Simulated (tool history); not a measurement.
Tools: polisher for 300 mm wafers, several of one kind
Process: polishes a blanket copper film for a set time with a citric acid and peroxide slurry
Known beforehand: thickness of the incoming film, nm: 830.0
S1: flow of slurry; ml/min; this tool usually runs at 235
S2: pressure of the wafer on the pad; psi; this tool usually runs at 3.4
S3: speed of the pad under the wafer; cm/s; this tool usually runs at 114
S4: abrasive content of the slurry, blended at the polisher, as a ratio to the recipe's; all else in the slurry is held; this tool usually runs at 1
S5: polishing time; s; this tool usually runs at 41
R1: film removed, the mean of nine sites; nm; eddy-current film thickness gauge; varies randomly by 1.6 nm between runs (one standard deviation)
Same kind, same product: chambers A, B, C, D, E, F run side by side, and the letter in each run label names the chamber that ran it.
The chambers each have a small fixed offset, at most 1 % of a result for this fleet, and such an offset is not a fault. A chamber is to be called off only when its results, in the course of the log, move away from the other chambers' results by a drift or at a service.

run   hour   S1   S2   S3   S4  S5      R1
       2.5  -- chamber B: worn pad replaced by a new one
 1C    6.7  235  3.4  114    1  41  118.37
 2D   12.8  235  3.4  114    1  41  121.16
 3A   23.5  235  3.4  114    1  41  119.98
      29.9  -- chamber F: worn pad replaced by a new one
 4F   29.9  235  3.4  114    1  41  119.31
 5E   39.2  235  3.4  114    1  41  118.23
      44.5  -- chamber B: slurry blender recalibrated
 6B     46  235  3.4  114    1  41  117.47
      48.1  -- chamber D: worn pad replaced by a new one
 7B   53.8  235  3.4  114    1  41  118.54
      58.5  -- chamber C: worn pad replaced by a new one
      66.6  -- chamber D: slurry blender recalibrated
 8C   67.5  235  3.4  114    1  41  117.55
      70.8  -- chamber D: slurry nozzle cleaned
      72.9  -- chamber F: slurry blender recalibrated
      73.1  -- chamber B: worn pad replaced by a new one
 9D   77.4  235  3.4  114    1  41  119.71
        80  -- chamber C: slurry nozzle cleaned
10A   84.3  235  3.4  114    1  41  117.85
        91  -- chamber A: worn pad replaced by a new one
11F   96.9  235  3.4  114    1  41  119.62
      99.1  -- chamber D: head pressure recalibrated
     106.9  -- chamber F: head pressure recalibrated
12E  109.2  235  3.4  114    1  41  117.52
     115.5  -- chamber D: worn pad replaced by a new one
13D  121.2  235  3.4  114    1  41  115.93
14C  129.7  235  3.4  114  1.1  41  119.91
     132.3  -- chamber A: head pressure recalibrated
     135.7  -- chamber B: worn pad replaced by a new one
15B  138.4  235  3.4  114  1.1  41  119.69
16E  146.1  235  3.4  114  1.1  41  118.63
     152.8  -- chamber A: slurry blender recalibrated
     155.5  -- chamber E: worn pad replaced by a new one
17A  158.8  235  3.4  114  1.1  41  117.86
18F  166.6  235  3.4  114  1.1  41  124.37
19E  177.2  235  3.4  114  1.1  41  116.86
     180.5  -- chamber C: worn pad replaced by a new one
     184.8  -- chamber F: worn pad replaced by a new one
20C  186.3  235  3.4  114    1  41  120.55
     187.3  -- chamber D: worn pad replaced by a new one
21F  198.5  235  3.4  114    1  41  119.34
     206.8  -- chamber B: worn pad replaced by a new one
22B    208  235  3.4  114    1  41  114.96
     219.3  -- chamber C: slurry blender recalibrated
23A  220.1  235  3.4  114    1  41  120.23
24D  226.5  235  3.4  114    1  41  117.88
25D  234.7  235  3.4  114    1  41  116.51
     237.9  -- chamber B: slurry nozzle cleaned
26A  242.5  290  3.4  114  1.2  41  124.08
27E  248.7  290  3.4  114  1.2  41  119.35
     261.5  -- chamber D: worn pad replaced by a new one
28C  262.6  290  3.4  114  1.2  41  125.17
     269.8  -- chamber B: worn pad replaced by a new one
29B  270.4  290  3.4  114  1.2  41  123.31
     273.1  -- chamber C: slurry nozzle cleaned
     276.3  -- chamber A: worn pad replaced by a new one
30F  280.9  290  3.4  114  1.2  41   123.2
     284.2  -- chamber D: slurry blender recalibrated
     288.1  -- chamber E: head pressure recalibrated
31B  290.8  290  3.4  114  1.2  41  124.27
     296.8  -- chamber C: worn pad replaced by a new one
32D    299  235  2.3  132    1  41  91.534
     305.2  -- chamber E: worn pad replaced by a new one
33C  305.6  235  2.3  132    1  41  93.209
     311.2  -- chamber F: worn pad replaced by a new one
34A  318.3  235  2.3  132    1  41  94.438
35E    328  235  2.3  132    1  41  85.581
36F  334.2  235  2.3  132    1  41  93.093

Is one chamber out of step, is the gauge drifting, or do the chambers differ by no more than their own small offsets? For an off chamber, give its letter and the likeliest cause.

One chamber, E, drifts off from the rest bit by bit.
Cause: abrasive missing from the slurry, % = 34.9.
The log may not tell that from: slurry flow missing at the pad, %.

Which of the 4 candidates below, each the usual settings with something changed and its results left as question marks, puts chamber E back in line with what the other chambers give on the usual settings?
In-line tolerance around the mean of the other chambers on the usual settings: R1 5.6 nm
37E-1  344.2  235  3.3  114    1  39   ?
37E-2  344.2  140  3.4  114  0.6  41   ?
37E-3  344.2  235  3.7  114    1  41   ?
37E-4  344.2  240  3.7  114    1  45   ?

Average result of the remaining chambers running the usual settings: R1 118.24 nm
  run      R1
37E-1  101.13
37E-2  92.017
37E-3  118.85
37E-4  130.75
It is 37E-3 that realigns the chamber with its peers.

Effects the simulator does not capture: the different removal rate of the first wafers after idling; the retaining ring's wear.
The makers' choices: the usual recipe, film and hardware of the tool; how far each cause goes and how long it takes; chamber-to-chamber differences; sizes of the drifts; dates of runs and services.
